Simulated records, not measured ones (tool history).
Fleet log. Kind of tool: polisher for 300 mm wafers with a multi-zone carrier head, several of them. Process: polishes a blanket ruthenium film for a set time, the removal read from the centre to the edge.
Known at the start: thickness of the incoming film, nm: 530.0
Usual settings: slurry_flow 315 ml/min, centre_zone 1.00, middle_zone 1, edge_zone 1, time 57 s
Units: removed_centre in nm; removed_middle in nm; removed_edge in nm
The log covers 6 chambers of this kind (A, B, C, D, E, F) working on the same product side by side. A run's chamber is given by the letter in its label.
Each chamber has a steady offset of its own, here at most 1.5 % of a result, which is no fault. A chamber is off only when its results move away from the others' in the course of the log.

run	hour	slurry_flow	centre_zone	middle_zone	edge_zone	time	wafers polished on this pad	hours since the slurry nozzle was cleaned	hours since the centre zone pressure was calibrated	hours since the edge zone pressure was calibrated	removed_centre	removed_middle	removed_edge
1B	6.1	315	1.00	1	1	57	396	21.4	80.3	8.3	80.695	79.863	80.917
# hour 6.4: chamber D: worn pad replaced by a new one
2A	10.1	315	1.00	1	1	57	467	315.5	362.9	280.8	81.195	80.402	79.524
3F	14.2	315	1.00	1	1	57	792	782.8	89.1	26.5	80.066	79.926	79.035
4D	17.6	315	1.00	1	1	57	146	59.7	92.2	85.8	81.070	80.574	79.624
5C	23.5	315	1.00	1	1	57	1052	135.4	446.0	727.5	81.448	80.325	79.569
# hour 24.0: chamber E: worn pad replaced by a new one
6E	29.3	315	1.00	1	1	57	70	725.1	1119.1	45.7	80.625	80.221	78.886
7D	34.0	315	1.00	1	1	57	360	76.1	108.6	102.2	80.084	79.875	79.327
# hour 36.0: chamber B: worn pad replaced by a new one
8F	37.3	315	1.00	1	1	57	1094	805.9	112.2	49.6	80.432	80.539	79.763
# hour 39.2: chamber F: slurry nozzle cleaned
# hour 40.2: chamber F: worn pad replaced by a new one
# hour 41.1: chamber A: worn pad replaced by a new one
9C	43.6	315	1.00	1	1	57	1314	155.5	466.1	747.6	81.375	81.252	80.005
10E	47.2	315	1.00	1	1	57	303	743.0	1137.0	63.6	80.254	79.323	79.803
11B	52.8	315	1.00	1	1	57	220	68.1	127.0	55.0	79.797	81.070	78.028
# hour 54.1: chamber C: worn pad replaced by a new one
12A	59.0	315	0.96	1	1	57	234	364.4	411.8	329.7	78.159	79.785	80.259
13E	62.7	315	0.96	1	1	57	506	758.5	1152.5	79.1	77.243	78.710	78.773
# hour 63.3: chamber C: centre zone pressure recalibrated
# hour 64.1: chamber D: worn pad replaced by a new one
# hour 65.0: chamber A: edge zone pressure recalibrated
14B	68.2	315	0.96	1	1	57	421	83.5	142.4	70.4	77.235	79.663	80.260
15A	73.7	315	0.96	1	1	57	426	379.1	426.5	8.7	76.765	80.058	80.564
16D	77.3	315	0.96	1	1	57	172	119.4	151.9	145.5	76.828	81.141	79.324
17C	83.8	315	0.96	1	1	57	388	195.7	20.6	787.8	76.938	81.421	80.776
# hour 89.1: chamber B: worn pad replaced by a new one
# hour 89.5: chamber E: slurry nozzle cleaned
18F	90.9	315	1.00	1	1	57	663	51.8	165.8	103.2	80.594	81.117	80.612
19F	96.6	315	1.00	1	1	57	737	57.5	171.5	108.9	79.997	79.371	79.593
# hour 96.7: chamber A: worn pad replaced by a new one
20A	100.5	315	1.00	1	1	39	50	405.9	453.3	35.5	55.921	54.261	55.180
21D	106.0	315	1.00	1	1	39	547	148.1	180.6	174.2	54.819	54.904	54.244
22C	112.3	315	1.00	1	1	39	761	224.2	49.1	816.3	55.363	54.426	54.549
23E	115.7	315	1.00	1	1	39	1198	26.2	1205.5	132.1	54.833	54.183	55.734
# hour 118.1: chamber E: worn pad replaced by a new one
24B	119.4	315	1.00	1	1	39	396	134.7	193.6	121.6	54.953	55.078	54.854
# hour 121.7: chamber D: worn pad replaced by a new one
# hour 124.7: chamber C: slurry nozzle cleaned
25A	125.5	315	1.00	1	1	39	376	430.9	478.3	60.5	54.758	54.983	54.537
26E	128.9	315	1.00	1	1	57	141	39.4	1218.7	145.3	80.654	79.362	79.453
# hour 130.9: chamber F: worn pad replaced by a new one
27F	132.7	315	1.00	1	1	57	24	93.6	207.6	145.0	79.619	80.139	81.329
28C	136.3	315	1.00	1	1	57	1074	11.6	73.1	840.3	81.027	79.659	79.880
29D	139.6	315	1.00	1	1	57	234	181.7	214.2	207.8	79.257	79.935	79.089
30B	143.0	315	1.00	1	1	57	704	158.3	217.2	145.2	80.014	80.816	80.296
31A	146.5	315	1.00	1	1	57	651	451.9	499.3	81.5	80.946	79.978	79.897
32C	149.9	315	1.09	1	1	68	1252	25.2	86.7	853.9	106.260	95.438	95.064
# hour 151.6: chamber B: worn pad replaced by a new one
33D	156.8	315	1.09	1	1	68	459	198.9	231.4	225.0	104.930	94.719	94.356
34E	161.4	315	1.09	1	1	68	566	71.9	1251.2	177.8	105.470	94.836	96.986
# hour 162.3: chamber A: worn pad replaced by a new one
# hour 164.2: chamber C: worn pad replaced by a new one
35F	164.9	315	1.09	1	1	68	444	125.8	239.8	177.2	104.450	94.667	95.740
36B	171.8	315	1.09	1	1	68	264	187.1	246.0	174.0	105.400	97.429	94.104
# hour 173.1: chamber D: worn pad replaced by a new one
37C	176.9	315	1.09	1	1	68	166	52.2	113.7	880.9	105.530	97.202	94.822
38F	180.5	315	1.00	1	1	57	648	141.4	255.4	192.8	79.777	81.152	80.334
39B	184.5	315	1.00	1	1	57	430	199.8	258.7	186.7	80.328	80.266	80.086
40A	189.4	315	1.00	1	1	57	354	494.8	542.2	124.4	80.712	80.629	80.251
41D	194.5	315	1.00	1	1	57	280	236.6	269.1	262.7	79.364	80.323	80.428
# hour 194.6: chamber E: worn pad replaced by a new one
42E	200.2	315	1.00	1	1	57	73	110.7	1290.0	216.6	80.537	80.094	80.026
43D	205.2	315	1.00	1	1	57	420	247.3	279.8	273.4	79.912	79.937	79.950
44C	210.0	315	1.00	1	1	57	598	85.3	146.8	914.0	81.051	80.930	79.956

Predict what each chamber gives when all 6 of them run the settings below next.
45A	215.1	315	1.00	1	1	57					?	?	?
45B	215.1	315	1.00	1	1	57					?	?	?
45C	215.1	315	1.00	1	1	57					?	?	?
45D	215.1	315	1.00	1	1	57					?	?	?
45E	215.1	315	1.00	1	1	57					?	?	?
45F	215.1	315	1.00	1	1	57					?	?	?

run	removed_centre	removed_middle	removed_edge
45A	80.889	80.646	79.103
45B	79.976	79.115	79.493
45C	80.575	79.302	79.722
45D	80.240	80.758	79.965
45E	81.471	79.959	80.609
45F	80.512	80.324	80.887

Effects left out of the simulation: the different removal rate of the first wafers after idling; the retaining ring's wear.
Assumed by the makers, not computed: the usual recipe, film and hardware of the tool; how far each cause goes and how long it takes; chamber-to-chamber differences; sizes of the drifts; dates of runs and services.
